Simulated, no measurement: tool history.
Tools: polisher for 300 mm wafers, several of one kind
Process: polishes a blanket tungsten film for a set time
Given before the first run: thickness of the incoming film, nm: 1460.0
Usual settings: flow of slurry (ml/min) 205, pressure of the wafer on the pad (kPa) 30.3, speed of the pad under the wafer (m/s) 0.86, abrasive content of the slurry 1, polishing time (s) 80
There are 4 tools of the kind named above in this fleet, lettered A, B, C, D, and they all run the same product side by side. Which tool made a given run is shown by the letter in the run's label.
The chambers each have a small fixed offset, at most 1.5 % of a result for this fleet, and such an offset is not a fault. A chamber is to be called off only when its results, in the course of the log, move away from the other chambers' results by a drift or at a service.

run     day  flow of slurry (ml/min)  pressure of the wafer on the pad (kPa)  speed of the pad under the wafer (m/s)  abrasive content of the slurry  polishing time (s)  film removed (angstrom)
      0.225  -- chamber A: slurry tank refilled with fresh slurry and peroxide
 1B   0.275                      205                                    30.3                                    0.86                               1                  80                   3128.3
      0.488  -- chamber A: worn pad replaced by a new one
 2C   0.583                      205                                    30.3                                    0.86                               1                  80                     3050
 3A   0.871                      205                                    30.3                                    0.86                               1                  80                     3148
      1.096  -- chamber B: worn pad replaced by a new one
 4D   1.133                      205                                    30.3                                    0.86                               1                  80                   2963.8
      1.454  -- chamber D: slurry blender recalibrated
 5A   1.454                      205                                    30.3                                    0.86                               1                  80                   3188.4
 6C    1.75                      205                                    30.3                                    0.86                               1                  80                   3133.1
      1.825  -- chamber C: head pressure recalibrated
 7D   2.046                      205                                    30.3                                    0.86                               1                  80                   3028.5
      2.167  -- chamber D: slurry tank refilled with fresh slurry and peroxide
 8B   2.246                      205                                    30.3                                    0.86                               1                  80                     3148
 9A   2.417                      205                                    30.3                                    0.86                               1                  80                   3069.5
      2.496  -- chamber D: worn pad replaced by a new one
      2.529  -- chamber D: slurry nozzle cleaned
      2.625  -- chamber A: worn pad replaced by a new one
10B   2.633                      205                                    30.3                                    0.86                               1                  80                   3116.8
11C   2.846                      205                                    30.3                                    1.04                               1                  80                     3720
      2.954  -- chamber C: slurry blender recalibrated
12D   3.058                      205                                    30.3                                    1.04                               1                  80                   3733.1
      3.179  -- chamber C: worn pad replaced by a new one
13C   3.308                      205                                    30.3                                    1.04                               1                  80                   3705.2
14D   3.467                      205                                    30.3                                    1.04                               1                  80                   3757.3
15B   3.679                      205                                    30.3                                    0.86                               1                  80                   3084.1
      3.875  -- chamber B: worn pad replaced by a new one
      3.879  -- chamber B: slurry nozzle cleaned
16A   3.892                      240                                    30.3                                    0.86                            1.25                  80                   3347.1
17D   4.146                      240                                    30.3                                    0.86                            1.25                  80                   3256.7
      4.288  -- chamber A: slurry tank refilled with fresh slurry and peroxide
18C   4.408                      240                                    30.3                                    0.86                            1.25                  80                   3218.7
19A   4.771                      240                                    30.3                                    0.86                            1.25                  80                     3373
20B   4.954                      205                                    30.3                                    0.86                               1                  80                   3130.3
      4.979  -- chamber A: worn pad replaced by a new one
21C   5.292                      205                                    30.3                                    0.86                               1                  80                   3080.3
22A   5.508                      205                                    30.3                                    0.86                               1                  80                   3133.8
      5.646  -- chamber B: slurry tank refilled with fresh slurry and peroxide
23B   5.783                      205                                    30.3                                    0.86                               1                  80                   3108.3
      5.833  -- chamber D: worn pad replaced by a new one
      5.904  -- chamber A: slurry blender recalibrated
24D   5.975                      205                                    30.3                                    0.86                               1                  80                   3044.1
      6.029  -- chamber D: slurry tank refilled with fresh slurry and peroxide
25D     6.2                      165                                    30.3                                    0.86                               1                  80                   2974.3
26C   6.417                      165                                    30.3                                    0.86                               1                  80                   2899.5
      6.775  -- chamber C: worn pad replaced by a new one
27B   6.779                      165                                    30.3                                    0.86                               1                  80                   3045.6
28A   7.046                      165                                    30.3                                    0.86                               1                  80                   3027.4
       7.05  -- chamber B: worn pad replaced by a new one
29D   7.375                      205                                    30.3                                    0.86                               1                  80                   3098.5
      7.425  -- chamber A: head pressure recalibrated
      7.558  -- chamber C: slurry nozzle cleaned
30B   7.633                      205                                    30.3                                    0.86                               1                  80                   3088.6
      7.825  -- chamber A: worn pad replaced by a new one
31C   7.867                      205                                    30.3                                    0.86                               1                  80                     2916
32A   8.096                      205                                    30.3                                    0.86                               1                  80                   3140.4
33D   8.375                      205                                    30.3                                    0.86                               1                  80                   3113.3
      8.575  -- chamber A: slurry tank refilled with fresh slurry and peroxide
34B   8.683                      205                                    30.3                                    0.86                               1                  80                   3191.3
35A   8.862                      205                                    30.3                                    0.86                               1                  80                   3123.3
      9.071  -- chamber D: worn pad replaced by a new one
36C   9.175                      205                                    30.3                                    0.86                               1                  80                   2762.6
37B   9.371                      145                                    30.3                                    0.86                               1                 101                   3803.5
      9.462  -- chamber C: worn pad replaced by a new one
      9.533  -- chamber D: slurry tank refilled with fresh slurry and peroxide
38A    9.55                      145                                    30.3                                    0.86                               1                 101                   3838.4
39C   9.788                      145                                    30.3                                    0.86                               1                 101                   3321.2
      9.808  -- chamber A: slurry nozzle cleaned
40D   9.988                      145                                    30.3                                    0.86                               1                 101                   3598.4
       10.1  -- chamber C: slurry blender recalibrated
41A  10.183                      205                                    30.3                                    0.86                               1                  80                   3169.1
42C  10.483                      205                                    30.3                                    1.06                            0.85                  80                   3259.4

Which is it: a chamber that has drifted or been left off by a service, a gauge drift common to all chambers, or only each chamber's usual small offset? If a chamber is off, name it and its likeliest cause.

Chamber C drifts away from the others.
Most likely cause: peroxide lost from the slurry, % = 29.1.
The log might look much the same if the cause were instead: head's pressure below its setpoint, %.

Which of the 4 candidates below, each the usual settings with something changed and its results left as question marks, puts chamber C back in line with what the other chambers give on the usual settings?
In-line tolerance around the mean of the other chambers on the usual settings: film removed (angstrom) 130
43C-1  10.746                      205                                    28.3                                    0.86                               1                  75                        ?
43C-2  10.746                      205                                    31.7                                     0.9                               1                  84                        ?
43C-3  10.746                      205                                    34.5                                    0.86                            1.05                  92                        ?
43C-4  10.746                      205                                    30.3                                    0.86                            0.95                  61                        ?

On the usual settings, the other chambers give on average: film removed (angstrom) 3120.2
  run  film removed (angstrom)
43C-1                   2377.6
43C-2                     3131
43C-3                     3608
43C-4                   2052.9
43C-2 is the one that brings the chamber's results back in line with the other chambers.
